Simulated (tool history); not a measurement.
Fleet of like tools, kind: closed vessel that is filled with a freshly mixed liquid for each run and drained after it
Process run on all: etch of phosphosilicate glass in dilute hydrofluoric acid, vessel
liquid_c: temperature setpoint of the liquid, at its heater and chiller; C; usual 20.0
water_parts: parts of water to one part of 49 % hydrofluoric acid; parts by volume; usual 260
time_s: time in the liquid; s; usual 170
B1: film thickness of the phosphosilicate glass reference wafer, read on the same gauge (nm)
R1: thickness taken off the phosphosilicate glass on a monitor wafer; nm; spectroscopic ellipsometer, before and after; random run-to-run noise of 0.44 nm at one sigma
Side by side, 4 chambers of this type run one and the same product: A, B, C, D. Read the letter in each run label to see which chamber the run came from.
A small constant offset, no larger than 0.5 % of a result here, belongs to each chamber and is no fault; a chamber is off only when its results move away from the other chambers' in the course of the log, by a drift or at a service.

Run 1A, hour 9.3: usual settings; B1 29.998. Result: R1 54.118 nm.
Run 2C, hour 16.0: usual settings; B1 30.008. Result: R1 53.477 nm.
Run 3B, hour 26.2: usual settings; B1 29.975. Result: R1 53.293 nm.
Run 4D, hour 39.9: usual settings; B1 29.982. Result: R1 53.389 nm.
Run 5A, hour 53.8: usual settings; B1 29.985. Result: R1 52.616 nm.
Run 6D, hour 61.4: usual settings; B1 29.994. Result: R1 53.225 nm.
Run 7B, hour 76.1: usual settings; B1 29.984. Result: R1 52.031 nm.
Run 8C, hour 83.0: usual settings; B1 29.954. Result: R1 52.866 nm.
At hour 90.4: chamber D: thermometer replaced.
Run 9D, hour 95.7: usual settings; B1 29.985. Result: R1 53.132 nm.
Run 10C, hour 102.5: usual settings but water_parts 145 parts by volume; B1 30.008. Result: R1 105.490 nm.
Run 11B, hour 116.8: usual settings but water_parts 145 parts by volume; B1 29.997. Result: R1 106.080 nm.
Run 12A, hour 123.3: usual settings but water_parts 145 parts by volume; B1 30.004. Result: R1 109.250 nm.
Run 13A, hour 132.4: usual settings but water_parts 145 parts by volume; B1 29.979. Result: R1 109.330 nm.
Run 14B, hour 145.0: usual settings; B1 29.987. Result: R1 52.870 nm.
Run 15C, hour 153.8: usual settings; B1 30.009. Result: R1 52.359 nm.
Run 16D, hour 165.6: usual settings; B1 29.984. Result: R1 52.640 nm.
At hour 172.1: chamber B: thermometer replaced.
Run 17A, hour 179.7: usual settings; B1 30.002. Result: R1 53.860 nm.
Run 18C, hour 190.8: usual settings; B1 30.016. Result: R1 53.247 nm.
At hour 197.5: chamber A: thermometer replaced.
Run 19B, hour 204.1: usual settings but liquid_c 17.0 C, time_s 220 s; B1 30.033. Result: R1 61.009 nm.
Run 20D, hour 219.1: usual settings but liquid_c 17.0 C, time_s 220 s; B1 29.967. Result: R1 62.480 nm.
Run 21A, hour 229.4: usual settings but liquid_c 17.0 C, time_s 220 s; B1 29.973. Result: R1 61.373 nm.
Run 22C, hour 244.2: usual settings but liquid_c 17.0 C, time_s 220 s; B1 30.013. Result: R1 60.817 nm.
Run 23B, hour 251.8: usual settings; B1 30.024. Result: R1 53.062 nm.
Run 24D, hour 259.5: usual settings; B1 30.004. Result: R1 54.346 nm.
Run 25C, hour 274.5: usual settings; B1 30.023. Result: R1 53.311 nm.
Run 26D, hour 286.6: usual settings; B1 30.009. Result: R1 54.873 nm.
Run 27B, hour 295.3: usual settings; B1 29.982. Result: R1 53.109 nm.
Run 28A, hour 303.3: usual settings; B1 30.018. Result: R1 52.548 nm.
Run 29A, hour 315.3: usual settings; B1 29.993. Result: R1 53.002 nm.
Run 30D, hour 329.5: usual settings but time_s 115 s; B1 30.020. Result: R1 37.201 nm.
Run 31B, hour 344.4: usual settings but time_s 115 s; B1 29.995. Result: R1 35.762 nm.
Run 32C, hour 353.3: usual settings but time_s 115 s; B1 30.020. Result: R1 36.081 nm.
Run 33A, hour 361.1: usual settings but time_s 115 s; B1 30.010. Result: R1 35.978 nm.
Run 34B, hour 375.1: usual settings; B1 29.988. Result: R1 53.095 nm.
Run 35C, hour 389.0: usual settings but liquid_c 18.0 C, time_s 205 s; B1 29.976. Result: R1 59.673 nm.
Run 36D, hour 401.4: usual settings but liquid_c 18.0 C, time_s 205 s; B1 29.956. Result: R1 62.768 nm.
At hour 408.7: chamber C: thermometer replaced.
Run 37B, hour 416.0: usual settings but liquid_c 18.0 C, time_s 205 s; B1 30.014. Result: R1 58.409 nm.
Run 38D, hour 423.0: usual settings but liquid_c 18.0 C, time_s 205 s; B1 30.016. Result: R1 62.659 nm.
Run 39A, hour 434.9: usual settings; B1 29.997. Result: R1 53.670 nm.
Run 40C, hour 446.3: usual settings; B1 29.992. Result: R1 52.838 nm.
Run 41B, hour 461.0: usual settings but liquid_c 23.5 C, time_s 100 s; B1 29.972. Result: R1 35.417 nm.
Run 42D, hour 468.6: usual settings but liquid_c 23.5 C, time_s 100 s; B1 30.004. Result: R1 38.019 nm.
Run 43A, hour 475.3: usual settings but liquid_c 23.5 C, time_s 100 s; B1 29.976. Result: R1 35.130 nm.

The same settings go to every chamber for the next run, one line per chamber below. Forecast the results for each:
Run 44A, hour 486.0: usual settings but water_parts 315 parts by volume. Result: R1 ?.
Run 44B, hour 486.0: usual settings but water_parts 315 parts by volume. Result: R1 ?.
Run 44C, hour 486.0: usual settings but water_parts 315 parts by volume. Result: R1 ?.
Run 44D, hour 486.0: usual settings but water_parts 315 parts by volume. Result: R1 ?.

run      R1
44A  41.975
44B  40.957
44C  41.800
44D  45.343
